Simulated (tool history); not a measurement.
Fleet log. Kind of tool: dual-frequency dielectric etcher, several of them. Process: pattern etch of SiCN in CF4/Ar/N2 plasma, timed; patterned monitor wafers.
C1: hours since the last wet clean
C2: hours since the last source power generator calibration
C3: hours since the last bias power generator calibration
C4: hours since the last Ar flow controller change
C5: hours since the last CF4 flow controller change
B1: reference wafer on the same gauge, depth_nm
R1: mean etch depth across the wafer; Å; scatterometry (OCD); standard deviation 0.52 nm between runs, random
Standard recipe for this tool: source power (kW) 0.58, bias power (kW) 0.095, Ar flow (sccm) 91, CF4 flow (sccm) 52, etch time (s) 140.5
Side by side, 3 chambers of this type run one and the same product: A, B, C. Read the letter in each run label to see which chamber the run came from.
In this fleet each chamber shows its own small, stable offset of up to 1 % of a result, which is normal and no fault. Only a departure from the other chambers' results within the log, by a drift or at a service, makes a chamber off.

run 1C hour=8.3 | source_power_(kW)=0.58 bias_power_(kW)=0.095 Ar_flow_(sccm)=91 CF4_flow_(sccm)=52 etch_time_(s)=140.5 | C1=285.4 C2=1381.2 C3=1581.6 C4=4672.8 C5=378.1 | B1=146.95 | R1=1619.1
run 2A hour=14.7 | source_power_(kW)=0.58 bias_power_(kW)=0.095 Ar_flow_(sccm)=91 CF4_flow_(sccm)=52 etch_time_(s)=140.5 | C1=474.1 C2=1219.6 C3=3338.7 C4=4401.8 C5=3213.3 | B1=147 | R1=1607.9
run 3B hour=22.8 | source_power_(kW)=0.58 bias_power_(kW)=0.095 Ar_flow_(sccm)=91 CF4_flow_(sccm)=52 etch_time_(s)=140.5 | C1=305.1 C2=3073.9 C3=2031.4 C4=1953.4 C5=1425.6 | B1=146.94 | R1=1639.8
run 4B hour=32.8 | source_power_(kW)=0.58 bias_power_(kW)=0.095 Ar_flow_(sccm)=91 CF4_flow_(sccm)=52 etch_time_(s)=140.5 | C1=315.1 C2=3083.9 C3=2041.4 C4=1963.4 C5=1435.6 | B1=146.8 | R1=1639
run 5A hour=37.7 | source_power_(kW)=0.58 bias_power_(kW)=0.095 Ar_flow_(sccm)=91 CF4_flow_(sccm)=52 etch_time_(s)=140.5 | C1=497.1 C2=1242.6 C3=3361.7 C4=4424.8 C5=3236.3 | B1=147.1 | R1=1611.8
run 6C hour=43.7 | source_power_(kW)=0.58 bias_power_(kW)=0.095 Ar_flow_(sccm)=91 CF4_flow_(sccm)=52 etch_time_(s)=140.5 | C1=320.8 C2=1416.6 C3=1617 C4=4708.2 C5=413.5 | B1=146.94 | R1=1609.6
run 7A hour=53.5 | source_power_(kW)=0.58 bias_power_(kW)=0.095 Ar_flow_(sccm)=91 CF4_flow_(sccm)=52 etch_time_(s)=140.5 | C1=512.9 C2=1258.4 C3=3377.5 C4=4440.6 C5=3252.1 | B1=147.02 | R1=1618.7
run 8B hour=58.2 | source_power_(kW)=0.58 bias_power_(kW)=0.095 Ar_flow_(sccm)=91 CF4_flow_(sccm)=52 etch_time_(s)=140.5 | C1=340.5 C2=3109.3 C3=2066.8 C4=1988.8 C5=1461 | B1=147.05 | R1=1631.2
run 9C hour=67 | source_power_(kW)=0.58 bias_power_(kW)=0.095 Ar_flow_(sccm)=91 CF4_flow_(sccm)=57 etch_time_(s)=140.5 | C1=344.1 C2=1439.9 C3=1640.3 C4=4731.5 C5=436.8 | B1=147.17 | R1=1630.1
run 10A hour=72.9 | source_power_(kW)=0.58 bias_power_(kW)=0.095 Ar_flow_(sccm)=91 CF4_flow_(sccm)=57 etch_time_(s)=140.5 | C1=532.3 C2=1277.8 C3=3396.9 C4=4460 C5=3271.5 | B1=147.05 | R1=1630.9
run 11B hour=81.5 | source_power_(kW)=0.58 bias_power_(kW)=0.095 Ar_flow_(sccm)=91 CF4_flow_(sccm)=57 etch_time_(s)=140.5 | C1=363.8 C2=3132.6 C3=2090.1 C4=2012.1 C5=1484.3 | B1=147.05 | R1=1662.9
run 12C hour=91.2 | source_power_(kW)=0.58 bias_power_(kW)=0.095 Ar_flow_(sccm)=91 CF4_flow_(sccm)=52 etch_time_(s)=140.5 | C1=368.3 C2=1464.1 C3=1664.5 C4=4755.7 C5=461 | B1=146.9 | R1=1595.4
run 13A hour=98.1 | source_power_(kW)=0.58 bias_power_(kW)=0.095 Ar_flow_(sccm)=91 CF4_flow_(sccm)=52 etch_time_(s)=140.5 | C1=557.5 C2=1303 C3=3422.1 C4=4485.2 C5=3296.7 | B1=146.95 | R1=1608.2
-- hour=102.8 chamber B: Ar flow controller replaced
run 14C hour=107.1 | source_power_(kW)=0.58 bias_power_(kW)=0.074 Ar_flow_(sccm)=91 CF4_flow_(sccm)=42 etch_time_(s)=140.5 | C1=384.2 C2=1480 C3=1680.4 C4=4771.6 C5=476.9 | B1=147.14 | R1=1413.3
run 15B hour=116.8 | source_power_(kW)=0.58 bias_power_(kW)=0.074 Ar_flow_(sccm)=91 CF4_flow_(sccm)=42 etch_time_(s)=140.5 | C1=399.1 C2=3167.9 C3=2125.4 C4=14.1 C5=1519.6 | B1=146.99 | R1=1449.4
run 16B hour=121.3 | source_power_(kW)=0.58 bias_power_(kW)=0.074 Ar_flow_(sccm)=91 CF4_flow_(sccm)=42 etch_time_(s)=140.5 | C1=403.6 C2=3172.4 C3=2129.9 C4=18.6 C5=1524.1 | B1=147.07 | R1=1439
run 17C hour=125.7 | source_power_(kW)=0.58 bias_power_(kW)=0.095 Ar_flow_(sccm)=111 CF4_flow_(sccm)=52 etch_time_(s)=160.5 | C1=402.8 C2=1498.6 C3=1699 C4=4790.2 C5=495.5 | B1=147.06 | R1=1764.3
-- hour=132.6 chamber A: wet clean of the chamber
run 18A hour=134.2 | source_power_(kW)=0.58 bias_power_(kW)=0.095 Ar_flow_(sccm)=111 CF4_flow_(sccm)=52 etch_time_(s)=160.5 | C1=1.7 C2=1339.1 C3=3458.2 C4=4521.3 C5=3332.8 | B1=146.9 | R1=1777.4
run 19C hour=143.1 | source_power_(kW)=0.58 bias_power_(kW)=0.095 Ar_flow_(sccm)=111 CF4_flow_(sccm)=52 etch_time_(s)=160.5 | C1=420.2 C2=1516 C3=1716.4 C4=4807.6 C5=512.9 | B1=147.06 | R1=1752.7
-- hour=144.5 chamber C: source power generator calibrated
run 20A hour=150.7 | source_power_(kW)=0.58 bias_power_(kW)=0.095 Ar_flow_(sccm)=91 CF4_flow_(sccm)=52 etch_time_(s)=140.5 | C1=18.2 C2=1355.6 C3=3474.7 C4=4537.8 C5=3349.3 | B1=147.01 | R1=1609.8
-- hour=155.7 chamber B: wet clean of the chamber
run 21B hour=158.9 | source_power_(kW)=0.58 bias_power_(kW)=0.095 Ar_flow_(sccm)=91 CF4_flow_(sccm)=52 etch_time_(s)=140.5 | C1=3.2 C2=3210 C3=2167.5 C4=56.2 C5=1561.7 | B1=147.02 | R1=1626.9
run 22C hour=164.4 | source_power_(kW)=0.58 bias_power_(kW)=0.095 Ar_flow_(sccm)=91 CF4_flow_(sccm)=52 etch_time_(s)=140.5 | C1=441.5 C2=20 C3=1737.7 C4=4828.9 C5=534.2 | B1=147.02 | R1=1580.4
run 23B hour=173.2 | source_power_(kW)=0.58 bias_power_(kW)=0.095 Ar_flow_(sccm)=91 CF4_flow_(sccm)=52 etch_time_(s)=140.5 | C1=17.5 C2=3224.3 C3=2181.8 C4=70.5 C5=1576 | B1=146.92 | R1=1627
run 24A hour=179.6 | source_power_(kW)=0.58 bias_power_(kW)=0.095 Ar_flow_(sccm)=91 CF4_flow_(sccm)=52 etch_time_(s)=140.5 | C1=47.1 C2=1384.5 C3=3503.6 C4=4566.7 C5=3378.2 | B1=147.09 | R1=1603.1
run 25A hour=187.9 | source_power_(kW)=0.58 bias_power_(kW)=0.095 Ar_flow_(sccm)=91 CF4_flow_(sccm)=52 etch_time_(s)=140.5 | C1=55.4 C2=1392.8 C3=3511.9 C4=4575 C5=3386.5 | B1=147 | R1=1620

One chamber off, gauge drift, or nothing amiss beyond the chambers' own small offsets? If it is a chamber, which one, and what is the likeliest cause?

One chamber, C, drifts off from the rest bit by bit.
Likeliest cause: etch rate under this chamber's usual, % = 2.5.

Here are 4 candidates for chamber C's next run, each the usual settings with a change, their results left as question marks. Which one brings its results back in line with what the others give on the usual settings?
Counts as in line when no further than this from what the other chambers average on the usual settings: R1 18 Å
run 26C-1 hour=195.2 | source_power_(kW)=0.58 bias_power_(kW)=0.093 Ar_flow_(sccm)=91 CF4_flow_(sccm)=52 etch_time_(s)=140.5 | R1=?
run 26C-2 hour=195.2 | source_power_(kW)=0.59 bias_power_(kW)=0.095 Ar_flow_(sccm)=91 CF4_flow_(sccm)=52 etch_time_(s)=143 | R1=?
run 26C-3 hour=195.2 | source_power_(kW)=0.57 bias_power_(kW)=0.095 Ar_flow_(sccm)=91 CF4_flow_(sccm)=52 etch_time_(s)=138 | R1=?
run 26C-4 hour=195.2 | source_power_(kW)=0.58 bias_power_(kW)=0.095 Ar_flow_(sccm)=91 CF4_flow_(sccm)=52 etch_time_(s)=141.5 | R1=?

The other chambers' mean on the usual settings: R1 1620.4 Å
run=26C-1 R1=1559.6
run=26C-2 R1=1624
run=26C-3 R1=1520.2
run=26C-4 R1=1582.9
It is 26C-2 that realigns the chamber with its peers.
